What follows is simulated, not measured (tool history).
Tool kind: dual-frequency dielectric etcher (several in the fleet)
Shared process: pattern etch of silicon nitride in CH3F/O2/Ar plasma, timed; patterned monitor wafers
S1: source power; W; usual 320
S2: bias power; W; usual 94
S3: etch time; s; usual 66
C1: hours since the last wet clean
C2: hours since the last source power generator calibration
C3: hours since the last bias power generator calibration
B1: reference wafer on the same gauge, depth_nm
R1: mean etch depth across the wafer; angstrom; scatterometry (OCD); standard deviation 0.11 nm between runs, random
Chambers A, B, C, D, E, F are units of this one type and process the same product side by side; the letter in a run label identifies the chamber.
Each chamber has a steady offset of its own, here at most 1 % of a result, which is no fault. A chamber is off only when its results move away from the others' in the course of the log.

run 1C hour=3.9 | S1=320 S2=94 S3=66 | C1=341.3 C2=95.2 C3=744.6 | B1=39.41 | R1=469.06
run 2D hour=6.3 | S1=320 S2=94 S3=66 | C1=255.6 C2=82.6 C3=3737 | B1=39.386 | R1=463.61
run 3E hour=10.4 | S1=320 S2=94 S3=66 | C1=212.6 C2=428.6 C3=720.7 | B1=39.39 | R1=469.86
run 4A hour=15.5 | S1=320 S2=94 S3=66 | C1=299.8 C2=808.2 C3=1645 | B1=39.419 | R1=464.76
-- hour=17.9 chamber C: wet clean of the chamber
run 5F hour=18 | S1=320 S2=94 S3=66 | C1=536.6 C2=38.8 C3=726.9 | B1=39.401 | R1=468.31
run 6B hour=21.6 | S1=320 S2=94 S3=66 | C1=171.6 C2=4126.2 C3=965.5 | B1=39.422 | R1=466.35
run 7A hour=25.3 | S1=320 S2=94 S3=66 | C1=309.6 C2=818 C3=1654.8 | B1=39.405 | R1=461.13
run 8B hour=30.3 | S1=320 S2=94 S3=66 | C1=180.3 C2=4134.9 C3=974.2 | B1=39.423 | R1=468.37
run 9E hour=33.6 | S1=380 S2=76 S3=66 | C1=235.8 C2=451.8 C3=743.9 | B1=39.407 | R1=465.21
run 10D hour=38.8 | S1=380 S2=76 S3=66 | C1=288.1 C2=115.1 C3=3769.5 | B1=39.408 | R1=458.97
run 11F hour=42.3 | S1=380 S2=76 S3=66 | C1=560.9 C2=63.1 C3=751.2 | B1=39.376 | R1=465.7
run 12C hour=44.9 | S1=380 S2=76 S3=66 | C1=27.1 C2=136.2 C3=785.6 | B1=39.391 | R1=461.77
run 13F hour=47.8 | S1=380 S2=76 S3=66 | C1=566.4 C2=68.6 C3=756.7 | B1=39.419 | R1=464.65
run 14E hour=52.9 | S1=380 S2=76 S3=66 | C1=255.1 C2=471.1 C3=763.2 | B1=39.387 | R1=467.06
run 15A hour=58.1 | S1=320 S2=94 S3=66 | C1=342.4 C2=850.8 C3=1687.6 | B1=39.395 | R1=462.72
run 16B hour=61.6 | S1=370 S2=94 S3=51 | C1=211.6 C2=4166.2 C3=1005.5 | B1=39.416 | R1=386.99
run 17D hour=64.6 | S1=370 S2=94 S3=51 | C1=313.9 C2=140.9 C3=3795.3 | B1=39.407 | R1=379.45
-- hour=68.8 chamber F: wet clean of the chamber
run 18C hour=69.2 | S1=370 S2=94 S3=51 | C1=51.4 C2=160.5 C3=809.9 | B1=39.4 | R1=383.56
run 19A hour=73.9 | S1=370 S2=94 S3=51 | C1=358.2 C2=866.6 C3=1703.4 | B1=39.368 | R1=378.19
-- hour=76.8 chamber A: wet clean of the chamber
run 20D hour=77.7 | S1=370 S2=94 S3=51 | C1=327 C2=154 C3=3808.4 | B1=39.408 | R1=378.18
run 21B hour=80.9 | S1=370 S2=94 S3=51 | C1=230.9 C2=4185.5 C3=1024.8 | B1=39.412 | R1=388.56
run 22F hour=85.3 | S1=320 S2=94 S3=66 | C1=16.6 C2=106.1 C3=794.2 | B1=39.403 | R1=471.33
run 23C hour=90.5 | S1=320 S2=94 S3=66 | C1=72.7 C2=181.8 C3=831.2 | B1=39.372 | R1=469.14
run 24E hour=95.5 | S1=320 S2=94 S3=66 | C1=297.7 C2=513.7 C3=805.8 | B1=39.417 | R1=469.72
run 25F hour=100.5 | S1=320 S2=94 S3=66 | C1=31.8 C2=121.3 C3=809.4 | B1=39.391 | R1=469.39
run 26E hour=103.5 | S1=320 S2=94 S3=66 | C1=305.7 C2=521.7 C3=813.8 | B1=39.413 | R1=471.31
run 27B hour=106 | S1=320 S2=94 S3=66 | C1=256 C2=4210.6 C3=1049.9 | B1=39.407 | R1=475.69
run 28C hour=108.7 | S1=320 S2=94 S3=66 | C1=90.9 C2=200 C3=849.4 | B1=39.411 | R1=470.53
run 29D hour=113.5 | S1=320 S2=94 S3=66 | C1=362.8 C2=189.8 C3=3844.2 | B1=39.399 | R1=464.77
run 30A hour=116.1 | S1=320 S2=94 S3=66 | C1=39.3 C2=908.8 C3=1745.6 | B1=39.388 | R1=462.53
run 31C hour=121.5 | S1=320 S2=94 S3=76.5 | C1=103.7 C2=212.8 C3=862.2 | B1=39.38 | R1=546.29
run 32A hour=125.6 | S1=320 S2=94 S3=76.5 | C1=48.8 C2=918.3 C3=1755.1 | B1=39.408 | R1=539.16
run 33B hour=129.4 | S1=320 S2=94 S3=76.5 | C1=279.4 C2=4234 C3=1073.3 | B1=39.408 | R1=553.72
run 34E hour=134.4 | S1=320 S2=94 S3=76.5 | C1=336.6 C2=552.6 C3=844.7 | B1=39.404 | R1=546.96
run 35D hour=138.5 | S1=320 S2=94 S3=76.5 | C1=387.8 C2=214.8 C3=3869.2 | B1=39.411 | R1=539.43
run 36F hour=143.3 | S1=320 S2=94 S3=76.5 | C1=74.6 C2=164.1 C3=852.2 | B1=39.387 | R1=542.86
run 37E hour=148.4 | S1=320 S2=94 S3=66 | C1=350.6 C2=566.6 C3=858.7 | B1=39.384 | R1=470.43

Is one chamber out of step, is the gauge drifting, or do the chambers differ by no more than their own small offsets? For an off chamber, give its letter and the likeliest cause.

One chamber, B, drifts off from the rest bit by bit.
Most likely cause: etch rate over this chamber's usual, % = 2.94.

Here are 4 candidates for chamber B's next run, each the usual settings with a change, their results left as question marks. Which one brings its results back in line with what the others give on the usual settings?
In line here means within this much of the mean the other chambers give on the usual settings: R1 4 angstrom
run 38B-1 hour=152.4 | S1=320 S2=94 S3=67 | R1=?
run 38B-2 hour=152.4 | S1=320 S2=91 S3=66 | R1=?
run 38B-3 hour=152.4 | S1=320 S2=102 S3=66 | R1=?
run 38B-4 hour=152.4 | S1=310 S2=90 S3=66 | R1=?

The mean the other chambers reach with the usual settings: R1 467.59 angstrom
run=38B-1 R1=488.92
run=38B-2 R1=475.89
run=38B-3 R1=496.49
run=38B-4 R1=468.46
38B-4 puts the chamber back in line with the other chambers.
